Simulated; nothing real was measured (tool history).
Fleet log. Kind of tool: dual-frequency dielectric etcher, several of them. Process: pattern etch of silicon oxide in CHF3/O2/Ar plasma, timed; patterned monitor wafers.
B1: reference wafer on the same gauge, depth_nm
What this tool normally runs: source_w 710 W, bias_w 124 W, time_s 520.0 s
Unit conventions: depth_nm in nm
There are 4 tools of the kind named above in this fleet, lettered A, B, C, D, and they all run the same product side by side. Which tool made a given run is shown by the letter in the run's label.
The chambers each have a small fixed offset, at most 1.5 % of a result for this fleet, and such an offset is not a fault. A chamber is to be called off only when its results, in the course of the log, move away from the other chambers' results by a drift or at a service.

{"run": "1B", "hour": 2.8, "source_w": 710, "bias_w": 124, "time_s": 520.0, "B1": 892.79, "depth_nm": 985.33}
{"run": "2A", "hour": 6.6, "source_w": 710, "bias_w": 124, "time_s": 520.0, "B1": 892.94, "depth_nm": 976.02}
{"run": "3D", "hour": 9.1, "source_w": 710, "bias_w": 124, "time_s": 520.0, "B1": 892.28, "depth_nm": 972.88}
{"run": "4C", "hour": 13.2, "source_w": 710, "bias_w": 124, "time_s": 520.0, "B1": 891.95, "depth_nm": 973.67}
{"run": "5A", "hour": 15.8, "source_w": 820, "bias_w": 124, "time_s": 587.5, "B1": 892.86, "depth_nm": 1163.4}
{"run": "6B", "hour": 19.1, "source_w": 820, "bias_w": 124, "time_s": 587.5, "B1": 892.15, "depth_nm": 1176.1}
{"run": "7D", "hour": 22.1, "source_w": 820, "bias_w": 124, "time_s": 587.5, "B1": 892.39, "depth_nm": 1166.9}
{"run": "8C", "hour": 27.1, "source_w": 820, "bias_w": 124, "time_s": 587.5, "B1": 891.71, "depth_nm": 1160.9}
{"run": "9B", "hour": 32.3, "source_w": 710, "bias_w": 124, "time_s": 520.0, "B1": 891.86, "depth_nm": 979.43}
{"run": "10D", "hour": 36.9, "source_w": 710, "bias_w": 124, "time_s": 372.5, "B1": 891.73, "depth_nm": 696.89}
{"run": "11A", "hour": 40.8, "source_w": 710, "bias_w": 124, "time_s": 372.5, "B1": 891.33, "depth_nm": 696.32}
{"run": "12C", "hour": 43.4, "source_w": 710, "bias_w": 124, "time_s": 372.5, "B1": 891.17, "depth_nm": 694.25}
{"run": "13A", "hour": 47.7, "source_w": 710, "bias_w": 124, "time_s": 372.5, "B1": 891.46, "depth_nm": 698.79}
{"hour": 48.9, "done": "chamber D: wet clean of the chamber"}
{"run": "14C", "hour": 52.4, "source_w": 710, "bias_w": 124, "time_s": 520.0, "B1": 890.91, "depth_nm": 967.91}
{"run": "15B", "hour": 56.8, "source_w": 710, "bias_w": 124, "time_s": 520.0, "B1": 890.58, "depth_nm": 981.86}
{"run": "16D", "hour": 61.9, "source_w": 710, "bias_w": 124, "time_s": 520.0, "B1": 890.68, "depth_nm": 971.37}
{"run": "17D", "hour": 66.0, "source_w": 710, "bias_w": 124, "time_s": 520.0, "B1": 890.08, "depth_nm": 968.89}
{"run": "18B", "hour": 69.4, "source_w": 710, "bias_w": 124, "time_s": 520.0, "B1": 890.18, "depth_nm": 982.67}
{"run": "19C", "hour": 72.4, "source_w": 710, "bias_w": 124, "time_s": 520.0, "B1": 890.27, "depth_nm": 969.77}
{"run": "20A", "hour": 75.4, "source_w": 710, "bias_w": 124, "time_s": 520.0, "B1": 890.11, "depth_nm": 972.81}
{"run": "21A", "hour": 80.7, "source_w": 710, "bias_w": 124, "time_s": 520.0, "B1": 889.9, "depth_nm": 973.52}
{"run": "22D", "hour": 83.5, "source_w": 710, "bias_w": 124, "time_s": 520.0, "B1": 889.55, "depth_nm": 970.86}
{"run": "23C", "hour": 87.3, "source_w": 710, "bias_w": 124, "time_s": 520.0, "B1": 889.47, "depth_nm": 968.73}
{"run": "24B", "hour": 89.8, "source_w": 710, "bias_w": 124, "time_s": 520.0, "B1": 889.45, "depth_nm": 980.14}
{"run": "25B", "hour": 94.8, "source_w": 710, "bias_w": 124, "time_s": 520.0, "B1": 889.44, "depth_nm": 981.89}
{"run": "26A", "hour": 97.3, "source_w": 710, "bias_w": 124, "time_s": 520.0, "B1": 889.29, "depth_nm": 973.96}
{"run": "27C", "hour": 100.3, "source_w": 560, "bias_w": 147, "time_s": 520.0, "B1": 888.67, "depth_nm": 930.26}
{"run": "28D", "hour": 104.8, "source_w": 560, "bias_w": 147, "time_s": 520.0, "B1": 888.9, "depth_nm": 930.71}
{"run": "29B", "hour": 110.5, "source_w": 560, "bias_w": 147, "time_s": 520.0, "B1": 888.81, "depth_nm": 943.01}
{"run": "30D", "hour": 114.6, "source_w": 560, "bias_w": 147, "time_s": 520.0, "B1": 888.61, "depth_nm": 928.31}
{"run": "31A", "hour": 119.2, "source_w": 710, "bias_w": 124, "time_s": 520.0, "B1": 888.45, "depth_nm": 973.34}
{"run": "32C", "hour": 124.6, "source_w": 710, "bias_w": 124, "time_s": 520.0, "B1": 888.27, "depth_nm": 968.98}
{"run": "33A", "hour": 127.3, "source_w": 710, "bias_w": 124, "time_s": 520.0, "B1": 888.37, "depth_nm": 969.37}
{"run": "34D", "hour": 130.8, "source_w": 710, "bias_w": 124, "time_s": 520.0, "B1": 887.91, "depth_nm": 966.18}
{"run": "35B", "hour": 135.9, "source_w": 710, "bias_w": 124, "time_s": 520.0, "B1": 887.78, "depth_nm": 978.35}
{"run": "36C", "hour": 139.0, "source_w": 710, "bias_w": 124, "time_s": 520.0, "B1": 887.45, "depth_nm": 969.77}
{"run": "37A", "hour": 142.0, "source_w": 710, "bias_w": 124, "time_s": 379.0, "B1": 887.41, "depth_nm": 705.56}
{"run": "38B", "hour": 144.9, "source_w": 710, "bias_w": 124, "time_s": 379.0, "B1": 887.43, "depth_nm": 714.27}
{"run": "39C", "hour": 148.8, "source_w": 710, "bias_w": 124, "time_s": 379.0, "B1": 887.48, "depth_nm": 705.0}
{"run": "40D", "hour": 153.3, "source_w": 710, "bias_w": 124, "time_s": 379.0, "B1": 887.14, "depth_nm": 706.47}

What goes on in this fleet: one chamber off, a drifting gauge, or nothing beyond the chambers' own small offsets? Name the chamber and the cause, if any.

It is the gauge, not a chamber: its drift shows up in every chamber's results at once, and no chamber is off.
Likeliest cause: gauge reads low (%) = 0.686.
